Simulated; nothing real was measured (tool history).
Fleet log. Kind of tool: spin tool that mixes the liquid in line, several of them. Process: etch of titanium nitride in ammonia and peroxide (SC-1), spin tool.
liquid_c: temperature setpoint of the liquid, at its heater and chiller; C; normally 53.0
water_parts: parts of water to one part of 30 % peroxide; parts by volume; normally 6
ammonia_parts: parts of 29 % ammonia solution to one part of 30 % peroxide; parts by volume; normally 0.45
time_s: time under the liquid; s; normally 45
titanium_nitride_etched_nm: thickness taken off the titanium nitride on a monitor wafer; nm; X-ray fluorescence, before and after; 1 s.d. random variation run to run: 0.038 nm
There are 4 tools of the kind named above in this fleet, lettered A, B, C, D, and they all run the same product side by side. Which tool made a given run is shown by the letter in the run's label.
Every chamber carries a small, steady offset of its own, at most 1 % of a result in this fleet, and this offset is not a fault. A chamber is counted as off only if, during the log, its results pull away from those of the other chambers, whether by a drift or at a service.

| run | hour | liquid_c | water_parts | ammonia_parts | time_s | hours since the thermometer was replaced | hours since the ammonia flow meter was replaced | hours since the heated supply line was repaired | hours since the drum of ammonia solution was connected | read-back film thickness of the titanium nitride reference wafer, read on the same gauge (nm) | titanium_nitride_etched_nm |
|---|---|---|---|---|---|---|---|---|---|---|---|
| 1D | 6.6 | 53.0 | 6 | 0.45 | 45 | 1466.5 | 134.1 | 2787.6 | 644.2 | 89.954 | 3.9916 |
| 2C | 10.6 | 53.0 | 6 | 0.45 | 45 | 313.0 | 659.9 | 3390.3 | 565.3 | 89.990 | 4.0325 |
|  | 11.0 | chamber C: new drum of ammonia solution connected |
| 3A | 14.3 | 53.0 | 6 | 0.45 | 45 | 411.4 | 686.6 | 806.3 | 913.4 | 90.001 | 4.0511 |
| 4B | 22.4 | 53.0 | 6 | 0.45 | 45 | 906.9 | 309.9 | 1079.8 | 56.1 | 89.968 | 4.0113 |
| 5C | 30.1 | 53.0 | 6 | 0.45 | 45 | 332.5 | 679.4 | 3409.8 | 19.2 | 90.003 | 4.0401 |
| 6A | 35.7 | 53.0 | 6 | 0.45 | 45 | 432.8 | 708.0 | 827.7 | 934.8 | 90.014 | 3.9412 |
| 7B | 43.7 | 53.0 | 6 | 0.45 | 45 | 928.2 | 331.2 | 1101.1 | 77.4 | 90.033 | 3.9737 |
| 8D | 48.7 | 53.0 | 6 | 0.45 | 45 | 1508.6 | 176.2 | 2829.7 | 686.3 | 90.015 | 4.0024 |
| 9B | 56.6 | 53.0 | 6 | 0.45 | 45 | 941.1 | 344.1 | 1114.0 | 90.3 | 89.972 | 4.0130 |
| 10C | 60.4 | 53.0 | 6 | 0.45 | 45 | 362.8 | 709.7 | 3440.1 | 49.5 | 90.009 | 4.0425 |
| 11A | 67.6 | 53.0 | 6 | 0.45 | 45 | 464.7 | 739.9 | 859.6 | 966.7 | 89.965 | 4.0448 |
| 12D | 75.0 | 49.0 | 6 | 0.45 | 45 | 1534.9 | 202.5 | 2856.0 | 712.6 | 90.036 | 2.9653 |
| 13D | 83.0 | 49.0 | 6 | 0.45 | 45 | 1542.9 | 210.5 | 2864.0 | 720.6 | 90.032 | 3.0395 |
| 14C | 87.1 | 49.0 | 6 | 0.45 | 45 | 389.5 | 736.4 | 3466.8 | 76.2 | 89.978 | 3.0551 |
|  | 89.1 | chamber D: new drum of ammonia solution connected |
| 15A | 91.1 | 49.0 | 6 | 0.45 | 45 | 488.2 | 763.4 | 883.1 | 990.2 | 90.024 | 3.0298 |
| 16B | 95.2 | 53.0 | 6 | 0.45 | 45 | 979.7 | 382.7 | 1152.6 | 128.9 | 90.011 | 3.8825 |
| 17D | 99.9 | 53.0 | 6 | 0.45 | 45 | 1559.8 | 227.4 | 2880.9 | 10.8 | 90.009 | 3.9321 |
| 18C | 107.8 | 61.5 | 6 | 0.45 | 45 | 410.2 | 757.1 | 3487.5 | 96.9 | 90.010 | 7.0707 |
| 19B | 113.7 | 61.5 | 6 | 0.45 | 45 | 998.2 | 401.2 | 1171.1 | 147.4 | 89.941 | 6.8710 |
|  | 115.8 | chamber A: new drum of ammonia solution connected |
| 20A | 120.0 | 61.5 | 6 | 0.45 | 45 | 517.1 | 792.3 | 912.0 | 4.3 | 90.007 | 7.2920 |
| 21D | 126.0 | 61.5 | 6 | 0.45 | 45 | 1585.9 | 253.5 | 2907.0 | 36.9 | 89.967 | 6.8543 |
| 22B | 132.4 | 53.0 | 6 | 0.45 | 45 | 1016.9 | 419.9 | 1189.8 | 166.1 | 89.993 | 3.9190 |
| 23C | 137.3 | 53.0 | 6 | 0.45 | 45 | 439.7 | 786.6 | 3517.0 | 126.4 | 90.010 | 4.0378 |
| 24A | 141.6 | 53.0 | 6 | 0.40 | 30 | 538.7 | 813.9 | 933.6 | 25.9 | 90.019 | 2.6548 |
|  | 146.6 | chamber C: heated supply line repaired |
| 25C | 148.1 | 53.0 | 6 | 0.40 | 30 | 450.5 | 797.4 | 1.5 | 137.2 | 89.987 | 2.6620 |
| 26A | 154.5 | 53.0 | 6 | 0.40 | 30 | 551.6 | 826.8 | 946.5 | 38.8 | 90.049 | 2.5916 |
| 27B | 159.7 | 53.0 | 6 | 0.40 | 30 | 1044.2 | 447.2 | 1217.1 | 193.4 | 90.047 | 2.4919 |
| 28D | 166.9 | 53.0 | 6 | 0.45 | 45 | 1626.8 | 294.4 | 2947.9 | 77.8 | 90.022 | 3.9920 |
| 29A | 174.7 | 53.0 | 6 | 0.45 | 45 | 571.8 | 847.0 | 966.7 | 59.0 | 89.992 | 3.9992 |
|  | 181.6 | chamber A: heated supply line repaired |
| 30B | 182.5 | 53.0 | 6 | 0.45 | 45 | 1067.0 | 470.0 | 1239.9 | 216.2 | 89.996 | 3.8489 |
| 31D | 188.5 | 53.0 | 8 | 0.45 | 30 | 1648.4 | 316.0 | 2969.5 | 99.4 | 90.017 | 2.2530 |
| 32C | 192.7 | 53.0 | 8 | 0.45 | 30 | 495.1 | 842.0 | 46.1 | 181.8 | 89.994 | 2.3315 |
| 33B | 197.6 | 53.0 | 8 | 0.45 | 30 | 1082.1 | 485.1 | 1255.0 | 231.3 | 90.020 | 2.1593 |
| 34C | 202.5 | 53.0 | 8 | 0.45 | 30 | 504.9 | 851.8 | 55.9 | 191.6 | 90.034 | 2.3100 |
| 35A | 209.2 | 53.0 | 6 | 0.45 | 45 | 606.3 | 881.5 | 27.6 | 93.5 | 90.024 | 3.9988 |

All 4 chambers run these settings next. Forecast each chamber's results:
| 36A | 215.0 | 53.0 | 6 | 0.45 | 45 |  |  |  |  |  | ? |
| 36B | 215.0 | 53.0 | 6 | 0.45 | 45 |  |  |  |  |  | ? |
| 36C | 215.0 | 53.0 | 6 | 0.45 | 45 |  |  |  |  |  | ? |
| 36D | 215.0 | 53.0 | 6 | 0.45 | 45 |  |  |  |  |  | ? |

| run | titanium_nitride_etched_nm |
|---|---|
| 36A | 4.0442 |
| 36B | 3.7661 |
| 36C | 4.0158 |
| 36D | 3.9705 |

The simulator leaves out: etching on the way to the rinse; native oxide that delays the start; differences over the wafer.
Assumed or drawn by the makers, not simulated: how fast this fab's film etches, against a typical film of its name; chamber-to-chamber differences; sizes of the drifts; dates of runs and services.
